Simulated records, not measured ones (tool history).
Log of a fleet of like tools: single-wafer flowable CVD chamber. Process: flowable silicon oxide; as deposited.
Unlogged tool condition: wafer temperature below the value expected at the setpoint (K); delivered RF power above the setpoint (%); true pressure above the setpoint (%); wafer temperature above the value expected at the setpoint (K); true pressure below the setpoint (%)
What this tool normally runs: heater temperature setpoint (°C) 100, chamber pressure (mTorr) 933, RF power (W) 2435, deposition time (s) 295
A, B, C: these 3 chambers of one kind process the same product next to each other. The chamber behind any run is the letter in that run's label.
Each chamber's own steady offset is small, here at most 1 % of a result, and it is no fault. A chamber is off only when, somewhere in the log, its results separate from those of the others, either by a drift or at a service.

run  hour  heater temperature setpoint (°C)  chamber pressure (mTorr)  RF power (W)  deposition time (s)  hours since the last thermocouple change  hours since the last RF generator calibration  hours since the last manometer calibration  read-back reference wafer on the same gauge, thickness_nm  mean film thickness on the monitor wafer (Å)
 1C   4.5                               100                       933          2435                  295                                     345.2                                         1441.1                                       662.9                                                     193.14                                        2274.5
 2A   7.9                               100                       933          2435                  295                                     480.5                                          628.4                                       875.7                                                     193.11                                        2255.1
 3B  10.8                               100                       933          2435                  295                                    2268.2                                          702.6                                       691.5                                                     192.87                                        2230.2
 4C  13.5                               100                       933          2435                  295                                     354.2                                         1450.1                                       671.9                                                     192.76                                        2246.2
 5A  16.3                               100                       933          2435                  295                                     488.9                                          636.8                                       884.1                                                        193                                        2231.8
 6B  19.4                               100                       933          2435                  295                                    2276.8                                          711.2                                       700.1                                                     192.86                                        2252.6
 7A  23.2                               100                       933          2435                  295                                     495.8                                          643.7                                         891                                                     193.31                                        2256.6
 8C  27.4                               100                       933          2435                  295                                     368.1                                           1464                                       685.8                                                     193.03                                        2262.1
 9B  31.2                               107                       933          2435                  295                                    2288.6                                            723                                       711.9                                                        193                                        1785.9
10C    34                               107                       933          2435                  295                                     374.7                                         1470.6                                       692.4                                                     192.93                                        1801.4
11B  38.4                               107                       933          2435                  295                                    2295.8                                          730.2                                       719.1                                                     193.02                                        1759.3
12A    41                               100                       933          2435                  295                                     513.6                                          661.5                                       908.8                                                     193.11                                        2238.8
13A  44.9                               100                       933          2435                  295                                     517.5                                          665.4                                       912.7                                                     193.11                                          2249
14C    47                               100                       933          2435                  295                                     387.7                                         1483.6                                       705.4                                                     193.02                                        2262.5
15B  50.5                               107                       933          2435                  265                                    2307.9                                          742.3                                       731.2                                                     193.09                                        1586.2
     52.2  -- chamber B: thermocouple changed; heater temperature recalibrated
16B  53.5                               107                       933          2435                  265                                       1.4                                          745.3                                       734.2                                                     193.06                                        1596.8
17A  57.3                               107                       933          2435                  265                                     529.9                                          677.8                                       925.1                                                     192.87                                        1574.4
18C  61.4                               100                       933          2435                  295                                     402.1                                           1498                                       719.8                                                     193.11                                        2279.1
19C  65.9                               100                       933          2435                  295                                     406.6                                         1502.5                                       724.3                                                     192.72                                        2274.5
20B  68.8                               100                       933          2435                  295                                      16.7                                          760.6                                       749.5                                                     192.86                                        2245.9
21A  71.5                               100                       933          2435                  295                                     544.1                                            692                                       939.3                                                     193.02                                        2240.4

Does one chamber stand apart from the rest, does the shared gauge drift, or is all well apart from small per-chamber offsets? Give the chamber and the most likely cause, where there is one.

No chamber stands off beyond its own small offset, and the gauge holds steady.
